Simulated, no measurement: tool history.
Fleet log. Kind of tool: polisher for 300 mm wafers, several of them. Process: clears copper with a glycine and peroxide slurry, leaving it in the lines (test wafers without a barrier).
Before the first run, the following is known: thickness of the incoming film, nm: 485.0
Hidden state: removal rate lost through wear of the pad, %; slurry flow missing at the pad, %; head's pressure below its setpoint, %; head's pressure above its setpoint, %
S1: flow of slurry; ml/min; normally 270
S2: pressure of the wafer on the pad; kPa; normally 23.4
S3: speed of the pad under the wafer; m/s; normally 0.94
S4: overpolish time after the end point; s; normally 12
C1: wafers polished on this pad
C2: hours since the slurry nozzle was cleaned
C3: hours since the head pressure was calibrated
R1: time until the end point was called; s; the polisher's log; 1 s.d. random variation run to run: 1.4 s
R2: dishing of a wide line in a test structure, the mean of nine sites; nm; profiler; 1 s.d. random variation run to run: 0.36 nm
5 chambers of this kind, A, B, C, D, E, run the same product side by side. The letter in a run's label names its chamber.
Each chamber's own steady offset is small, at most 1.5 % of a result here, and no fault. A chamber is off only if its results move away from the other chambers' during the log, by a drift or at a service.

run     day   S1    S2    S3  S4    C1     C2     C3      R1      R2
 1A   0.475  270  23.4  0.94  12   263  741.3    390  75.586  35.175
 2D     0.8  270  23.4  0.94  12   542  642.6  315.1  75.122  34.834
      0.925  -- chamber B: worn pad replaced by a new one
 3B   1.429  270  23.4  0.94  12    64   65.6  884.3  73.122  34.661
 4C   1.792  270  23.4  0.94  12  1085  186.7  177.6  75.585  34.797
      1.908  -- chamber D: worn pad replaced by a new one
      1.929  -- chamber A: slurry nozzle cleaned
 5E   2.171  270  23.4  0.94  12   385   64.9  158.2  76.644  34.403
      2.496  -- chamber C: worn pad replaced by a new one
      2.575  -- chamber A: worn pad replaced by a new one
 6D   2.712  270  23.4  1.24  17   103  688.5    361  58.668   43.08
 7E   3.217  270  23.4  1.24  17   518     90  183.3  58.176  42.302
      3.308  -- chamber B: head pressure recalibrated
 8B   3.871  270  23.4  1.24  17   376  124.2   13.5  57.162  41.993
 9A   4.354  270  23.4  1.24  17   227   58.2  483.1  57.733   43.43
      4.412  -- chamber E: worn pad replaced by a new one
      4.562  -- chamber D: slurry nozzle cleaned
      4.588  -- chamber C: slurry nozzle cleaned
10C   4.767  270  23.4  1.24  17   290    4.4    249  59.563  41.956
11D   5.404  270  23.4  0.94  12   447   20.2  425.6  76.424  35.229
12A   6.083  270  23.4  0.94  12   448   99.7  524.6   74.44  34.563
13C   6.567  270  23.4  0.94  12   521   47.6  292.2  74.895  35.333
14E   7.029  270  23.4  0.94  12   334  181.5  274.8  76.008  35.184
      7.354  -- chamber D: worn pad replaced by a new one
      7.612  -- chamber A: worn pad replaced by a new one
15B   7.725  270  23.4  0.78  12   869  216.7    106  87.199  32.997
16E   8.229  270  23.4  0.78  12   488  210.3  303.6  87.459  32.672
17B   8.596  270  23.4  0.78  12   981  237.6  126.9  87.269  32.395
18C   9.054  270  23.4  0.78  12   839  107.3  351.9  88.428  33.189
        9.1  -- chamber B: worn pad replaced by a new one
19A   9.454  270  23.4  0.78  12   235  180.6  605.5  88.934  32.688
      9.471  -- chamber E: head pressure recalibrated
20D   9.971  270  23.4  0.94  12   334  129.8  535.2   73.55  34.915
     10.254  -- chamber E: worn pad replaced by a new one
21B    10.5  270  23.4  0.94  12   179  283.3  172.6  73.557   34.69
22C  10.979  270  23.4  0.94  12  1085  153.5  398.1  77.776   34.96
23D  11.546  270  23.4  0.94  12   536  167.6    573  79.334  35.289
     11.812  -- chamber D: worn pad replaced by a new one
24E  12.192  270  23.4  0.94   6   247  305.4   65.4  75.821  23.109
     12.562  -- chamber A: worn pad replaced by a new one
25A  12.588  270  23.4  0.94   6     3  255.8  680.7  77.515  22.715
     12.675  -- chamber B: slurry nozzle cleaned
     13.096  -- chamber C: worn pad replaced by a new one
26E  13.238  270  23.4  0.94   6   381  330.5   90.5  77.422  22.656
27C   13.85  270  23.4  0.94   6    96  222.4    467  74.051  22.578
28B  14.412  270  23.4  0.94   6   679   41.7  266.5  73.423  23.008
       14.6  -- chamber D: head pressure recalibrated
29D  14.754  270  23.4  0.94  12   376  244.6    3.8  75.139  35.209
     15.192  -- chamber C: slurry nozzle cleaned
30A  15.425  270  23.4  0.94  12   366  323.9  748.8  74.095  35.009
      15.85  -- chamber E: worn pad replaced by a new one
31C  15.862  270  23.4  0.94  12   354   16.2  515.3  77.275   34.62
     16.112  -- chamber E: slurry nozzle cleaned
32E  16.283  270    31  0.94   8    55    4.1  163.6  59.077  31.799
33A  16.896  270    31  0.94   8   554  359.2  784.1  57.813  31.904
     17.004  -- chamber D: worn pad replaced by a new one
34D  17.371  270    31  0.94   8    47  307.4   66.6  57.873  31.772
     17.662  -- chamber B: worn pad replaced by a new one
35B  18.062  270    31  0.94   8    51  129.3  354.1  57.845  31.304
36E  18.462  270    31  0.94   8   334   56.4  215.9   60.01  32.063
37B  18.988  270  23.4  1.04   9   169  151.5  376.3  66.026  30.801

The same settings go to every chamber for the next run, one line per chamber below. Forecast the results for each:
38A  19.483  270  23.4  1.2  12               ?   ?
38B  19.483  270  23.4  1.2  12               ?   ?
38C  19.483  270  23.4  1.2  12               ?   ?
38D  19.483  270  23.4  1.2  12               ?   ?
38E  19.483  270  23.4  1.2  12               ?   ?

run      R1      R2
38A  61.062  37.578
38B  62.062  37.208
38C  60.542  37.791
38D  62.519  38.358
38E  60.742  38.125

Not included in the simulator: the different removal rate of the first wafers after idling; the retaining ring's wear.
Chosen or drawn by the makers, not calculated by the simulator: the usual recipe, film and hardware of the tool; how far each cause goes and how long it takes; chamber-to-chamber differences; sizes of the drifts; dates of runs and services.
